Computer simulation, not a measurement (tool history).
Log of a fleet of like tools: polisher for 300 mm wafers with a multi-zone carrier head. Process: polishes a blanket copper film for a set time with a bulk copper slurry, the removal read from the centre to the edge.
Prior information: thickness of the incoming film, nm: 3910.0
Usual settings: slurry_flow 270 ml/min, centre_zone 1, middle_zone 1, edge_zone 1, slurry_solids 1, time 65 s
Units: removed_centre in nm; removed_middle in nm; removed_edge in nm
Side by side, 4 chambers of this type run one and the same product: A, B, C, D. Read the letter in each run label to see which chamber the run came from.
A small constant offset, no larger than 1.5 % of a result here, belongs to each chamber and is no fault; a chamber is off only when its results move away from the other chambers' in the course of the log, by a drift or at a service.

| run | hour | slurry_flow | centre_zone | middle_zone | edge_zone | slurry_solids | time | removed_centre | removed_middle | removed_edge |
|---|---|---|---|---|---|---|---|---|---|---|
|  | 9.3 | chamber C: worn pad replaced by a new one |
| 1A | 9.6 | 270 | 1 | 1 | 1 | 1 | 65 | 896.37 | 884.7 | 906.37 |
| 2B | 17.8 | 270 | 1 | 1 | 1 | 1 | 65 | 882.63 | 881.17 | 855.49 |
| 3C | 24.2 | 270 | 1 | 1 | 1 | 1 | 65 | 895.73 | 884.32 | 892.31 |
|  | 29.8 | chamber D: worn pad replaced by a new one |
| 4D | 31.5 | 270 | 1 | 1 | 1 | 1 | 65 | 907.96 | 893.48 | 887.79 |
|  | 33.4 | chamber C: slurry nozzle cleaned |
|  | 33.7 | chamber B: worn pad replaced by a new one |
| 5D | 40.1 | 270 | 1.07 | 1 | 1 | 1.25 | 65 | 1040.1 | 940.25 | 934.17 |
| 6C | 46 | 270 | 1.07 | 1 | 1 | 1.25 | 65 | 1003.5 | 932.77 | 939.42 |
| 7A | 54.5 | 270 | 1.07 | 1 | 1 | 1.25 | 65 | 1006.4 | 925.96 | 936.97 |
| 8B | 62.9 | 270 | 1.07 | 1 | 1 | 1.25 | 65 | 1007 | 927.99 | 927.33 |
|  | 64.4 | chamber A: worn pad replaced by a new one |
|  | 65.3 | chamber C: worn pad replaced by a new one |
| 9D | 68.8 | 270 | 1 | 1 | 1 | 1 | 65 | 913.65 | 892.39 | 910.99 |
| 10A | 76.4 | 270 | 1 | 1 | 1 | 1 | 65 | 894.24 | 864.43 | 914.94 |
| 11C | 82.2 | 270 | 1 | 1 | 1 | 1 | 65 | 903.56 | 888.31 | 908.99 |
|  | 84.4 | chamber B: worn pad replaced by a new one |
| 12B | 91.7 | 270 | 1 | 1 | 1 | 1 | 65 | 881.15 | 906.29 | 893.13 |
|  | 92.9 | chamber C: centre zone pressure recalibrated |
| 13A | 96.7 | 270 | 1 | 1 | 1 | 1 | 65 | 889.49 | 890.95 | 917.03 |
| 14D | 105.4 | 270 | 1 | 1 | 1 | 1 | 65 | 909.77 | 882.51 | 922.73 |
| 15B | 112.1 | 270 | 1 | 1 | 1 | 1 | 65 | 881.35 | 889.53 | 876.29 |
| 16C | 121.4 | 270 | 1 | 1 | 1 | 1 | 65 | 982.84 | 886.19 | 881.56 |
| 17A | 126.7 | 270 | 1 | 1 | 1 | 1 | 65 | 901.73 | 890.98 | 884.8 |
|  | 131.9 | chamber B: centre zone pressure recalibrated |
|  | 132.3 | chamber C: worn pad replaced by a new one |
|  | 135.2 | chamber B: worn pad replaced by a new one |
| 18B | 136.4 | 270 | 1 | 1 | 1 | 1 | 80 | 1086.4 | 1120.3 | 1106.4 |
| 19D | 145.8 | 270 | 1 | 1 | 1 | 1 | 80 | 1128.1 | 1083.1 | 1124 |
| 20C | 156 | 270 | 1 | 1 | 1 | 1 | 80 | 1210.1 | 1101.5 | 1108.1 |
|  | 158.6 | chamber A: worn pad replaced by a new one |
|  | 161.1 | chamber D: worn pad replaced by a new one |
| 21B | 162.7 | 270 | 1 | 1 | 1 | 1 | 80 | 1086 | 1102.2 | 1087.4 |
| 22C | 168.3 | 270 | 1 | 1 | 1 | 1 | 65 | 974.15 | 904.56 | 879 |
| 23D | 174.7 | 270 | 1 | 1 | 1 | 1.15 | 65 | 918.72 | 903.86 | 939.74 |
| 24A | 179.6 | 270 | 1 | 1 | 1 | 1.15 | 65 | 918.52 | 913.77 | 952.69 |
| 25A | 187.7 | 270 | 1 | 1 | 1 | 1.15 | 65 | 911.22 | 910.81 | 908.23 |

Decide between three cases: one chamber stands off from its peers, the gauge reading all wafers drifts, or nothing is wrong past each chamber's small offset. Where a chamber is off, say which and what most likely put it there.

After it was serviced, chamber C no longer matches the other chambers.
What lies behind it: centre zone's pressure above its setpoint, % = 8.44.

Here are 4 candidates for chamber C's next run, each the usual settings with a change, their results left as question marks. Which one brings its results back in line with what the others give on the usual settings?
In-line tolerance around the mean of the other chambers on the usual settings: removed_centre 22 nm; removed_middle 39 nm; removed_edge 44 nm
| 26C-1 | 195.2 | 265 | 0.93 | 1.01 | 1.02 | 1 | 64 | ? | ? | ? |
| 26C-2 | 195.2 | 275 | 1.07 | 0.99 | 0.98 | 1 | 66 | ? | ? | ? |
| 26C-3 | 195.2 | 260 | 0.87 | 1.03 | 1.04 | 1 | 63 | ? | ? | ? |
| 26C-4 | 195.2 | 280 | 1.14 | 0.97 | 0.95 | 1 | 67 | ? | ? | ? |

Average result of the remaining chambers running the usual settings: removed_centre 891.77 nm; removed_middle 887.02 nm; removed_edge 895.25 nm
| run | removed_centre | removed_middle | removed_edge |
|---|---|---|---|
| 26C-1 | 894.3 | 882.59 | 896.29 |
| 26C-2 | 1077.6 | 896.68 | 908.18 |
| 26C-3 | 816.88 | 882.82 | 889.72 |
| 26C-4 | 1173 | 894.99 | 908.89 |
26C-1 is the one that brings the chamber's results back in line with the other chambers.
